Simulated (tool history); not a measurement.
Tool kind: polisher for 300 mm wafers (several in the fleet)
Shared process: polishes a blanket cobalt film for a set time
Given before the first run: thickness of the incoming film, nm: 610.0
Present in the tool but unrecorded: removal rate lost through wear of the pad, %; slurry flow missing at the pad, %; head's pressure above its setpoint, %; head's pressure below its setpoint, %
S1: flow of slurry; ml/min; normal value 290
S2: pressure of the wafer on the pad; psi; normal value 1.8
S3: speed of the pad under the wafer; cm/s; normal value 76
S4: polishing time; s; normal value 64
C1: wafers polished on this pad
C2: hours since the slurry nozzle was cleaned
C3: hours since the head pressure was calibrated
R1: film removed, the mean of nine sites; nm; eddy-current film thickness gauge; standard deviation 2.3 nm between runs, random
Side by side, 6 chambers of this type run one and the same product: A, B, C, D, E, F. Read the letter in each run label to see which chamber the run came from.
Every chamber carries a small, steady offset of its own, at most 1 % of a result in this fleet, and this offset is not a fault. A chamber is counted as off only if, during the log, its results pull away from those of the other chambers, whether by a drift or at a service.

-- hour=7.5 chamber D: worn pad replaced by a new one
run 1A hour=14.6 | S1=290 S2=1.8 S3=76 S4=64 | C1=1044 C2=123.1 C3=472.9 | R1=189.91
-- hour=16.2 chamber A: worn pad replaced by a new one
run 2B hour=29.9 | S1=290 S2=1.8 S3=76 S4=64 | C1=386 C2=644.6 C3=619.5 | R1=189.88
run 3E hour=44.9 | S1=290 S2=1.8 S3=76 S4=64 | C1=1197 C2=96.0 C3=47.9 | R1=192.54
-- hour=55.9 chamber F: worn pad replaced by a new one
run 4D hour=59.3 | S1=290 S2=1.8 S3=76 S4=64 | C1=617 C2=652.3 C3=804.1 | R1=191.68
run 5F hour=73.2 | S1=290 S2=1.8 S3=76 S4=64 | C1=206 C2=414.4 C3=762.2 | R1=191.95
run 6C hour=81.2 | S1=290 S2=1.8 S3=76 S4=64 | C1=1350 C2=112.4 C3=264.6 | R1=193.04
-- hour=85.8 chamber C: worn pad replaced by a new one
-- hour=86.2 chamber D: worn pad replaced by a new one
-- hour=92.0 chamber A: worn pad replaced by a new one
run 7D hour=95.8 | S1=290 S2=1.8 S3=76 S4=64 | C1=114 C2=688.8 C3=840.6 | R1=185.39
-- hour=107.3 chamber A: head pressure recalibrated
-- hour=110.6 chamber B: worn pad replaced by a new one
run 8E hour=110.7 | S1=290 S2=1.8 S3=60 S4=64 | C1=1980 C2=161.8 C3=113.7 | R1=149.74
-- hour=117.7 chamber B: head pressure recalibrated
run 9C hour=122.6 | S1=290 S2=1.8 S3=60 S4=64 | C1=438 C2=153.8 C3=306.0 | R1=150.78
run 10B hour=134.3 | S1=290 S2=1.8 S3=60 S4=64 | C1=282 C2=749.0 C3=16.7 | R1=148.56
run 11A hour=145.4 | S1=290 S2=1.8 S3=60 S4=64 | C1=635 C2=253.9 C3=38.1 | R1=152.10
-- hour=157.5 chamber A: slurry nozzle cleaned
run 12F hour=157.7 | S1=290 S2=1.8 S3=60 S4=64 | C1=1212 C2=498.9 C3=846.7 | R1=152.79
-- hour=169.1 chamber D: worn pad replaced by a new one
run 13F hour=169.2 | S1=290 S2=1.8 S3=60 S4=64 | C1=1348 C2=510.4 C3=858.2 | R1=151.35
-- hour=177.2 chamber F: worn pad replaced by a new one
-- hour=178.6 chamber B: slurry nozzle cleaned
-- hour=179.4 chamber A: worn pad replaced by a new one
-- hour=180.9 chamber D: slurry nozzle cleaned
run 14D hour=184.3 | S1=290 S2=1.8 S3=76 S4=64 | C1=181 C2=3.5 C3=929.1 | R1=186.14
run 15C hour=191.3 | S1=290 S2=1.8 S3=76 S4=64 | C1=1256 C2=222.5 C3=374.7 | R1=190.87
run 16B hour=205.2 | S1=290 S2=1.8 S3=76 S4=64 | C1=1126 C2=26.6 C3=87.6 | R1=188.97
-- hour=208.3 chamber C: worn pad replaced by a new one
-- hour=210.6 chamber B: worn pad replaced by a new one
run 17A hour=218.6 | S1=290 S2=1.8 S3=76 S4=64 | C1=467 C2=61.2 C3=111.3 | R1=192.28
run 18E hour=232.0 | S1=290 S2=1.8 S3=76 S4=64 | C1=3424 C2=283.1 C3=235.0 | R1=180.98
run 19D hour=245.4 | S1=290 S2=2.3 S3=58 S4=64 | C1=908 C2=64.6 C3=990.2 | R1=185.21
-- hour=256.9 chamber A: worn pad replaced by a new one
run 20F hour=258.4 | S1=290 S2=2.3 S3=58 S4=64 | C1=966 C2=599.6 C3=947.4 | R1=188.92
-- hour=263.3 chamber D: worn pad replaced by a new one
run 21E hour=265.9 | S1=290 S2=2.3 S3=58 S4=64 | C1=3828 C2=317.0 C3=268.9 | R1=175.82
-- hour=275.6 chamber F: worn pad replaced by a new one
run 22B hour=276.0 | S1=290 S2=2.3 S3=58 S4=64 | C1=779 C2=97.4 C3=158.4 | R1=183.01
run 23C hour=291.3 | S1=290 S2=2.3 S3=58 S4=64 | C1=988 C2=322.5 C3=474.7 | R1=183.57
run 24A hour=301.8 | S1=290 S2=2.3 S3=58 S4=64 | C1=534 C2=144.4 C3=194.5 | R1=184.84
run 25E hour=315.5 | S1=290 S2=1.8 S3=102 S4=84 | C1=4418 C2=366.6 C3=318.5 | R1=312.89
run 26D hour=324.2 | S1=290 S2=1.8 S3=102 S4=84 | C1=725 C2=143.4 C3=1069.0 | R1=331.90
-- hour=324.6 chamber B: worn pad replaced by a new one
-- hour=325.7 chamber C: worn pad replaced by a new one
run 27C hour=332.4 | S1=290 S2=1.8 S3=102 S4=84 | C1=80 C2=363.6 C3=515.8 | R1=338.98
-- hour=337.8 chamber D: worn pad replaced by a new one
run 28F hour=347.4 | S1=290 S2=1.8 S3=102 S4=84 | C1=854 C2=688.6 C3=1036.4 | R1=327.72
-- hour=348.7 chamber A: worn pad replaced by a new one
run 29B hour=356.8 | S1=290 S2=1.8 S3=102 S4=84 | C1=384 C2=178.2 C3=239.2 | R1=335.11
run 30A hour=365.4 | S1=290 S2=1.8 S3=102 S4=84 | C1=199 C2=208.0 C3=258.1 | R1=334.67
run 31B hour=376.8 | S1=290 S2=1.8 S3=76 S4=64 | C1=622 C2=198.2 C3=259.2 | R1=189.88
run 32F hour=386.2 | S1=290 S2=1.8 S3=76 S4=64 | C1=1316 C2=727.4 C3=1075.2 | R1=188.47
run 33C hour=401.7 | S1=290 S2=1.3 S3=76 S4=54 | C1=904 C2=432.9 C3=585.1 | R1=112.90
-- hour=412.7 chamber D: worn pad replaced by a new one
run 34D hour=414.9 | S1=290 S2=1.3 S3=76 S4=54 | C1=27 C2=234.1 C3=1159.7 | R1=113.77
-- hour=423.9 chamber A: slurry nozzle cleaned
-- hour=426.9 chamber A: worn pad replaced by a new one
run 35A hour=429.4 | S1=290 S2=1.3 S3=76 S4=54 | C1=29 C2=5.6 C3=322.1 | R1=118.22
run 36E hour=437.4 | S1=290 S2=1.3 S3=76 S4=54 | C1=5869 C2=488.5 C3=440.4 | R1=103.91

Next, every chamber runs the same settings. What will each give?
run 37A hour=448.5 | S1=290 S2=1.8 S3=68 S4=64 | R1=?
run 37B hour=448.5 | S1=290 S2=1.8 S3=68 S4=64 | R1=?
run 37C hour=448.5 | S1=290 S2=1.8 S3=68 S4=64 | R1=?
run 37D hour=448.5 | S1=290 S2=1.8 S3=68 S4=64 | R1=?
run 37E hour=448.5 | S1=290 S2=1.8 S3=68 S4=64 | R1=?
run 37F hour=448.5 | S1=290 S2=1.8 S3=68 S4=64 | R1=?

run=37A R1=172.73
run=37B R1=168.75
run=37C R1=172.89
run=37D R1=169.22
run=37E R1=152.89
run=37F R1=170.41
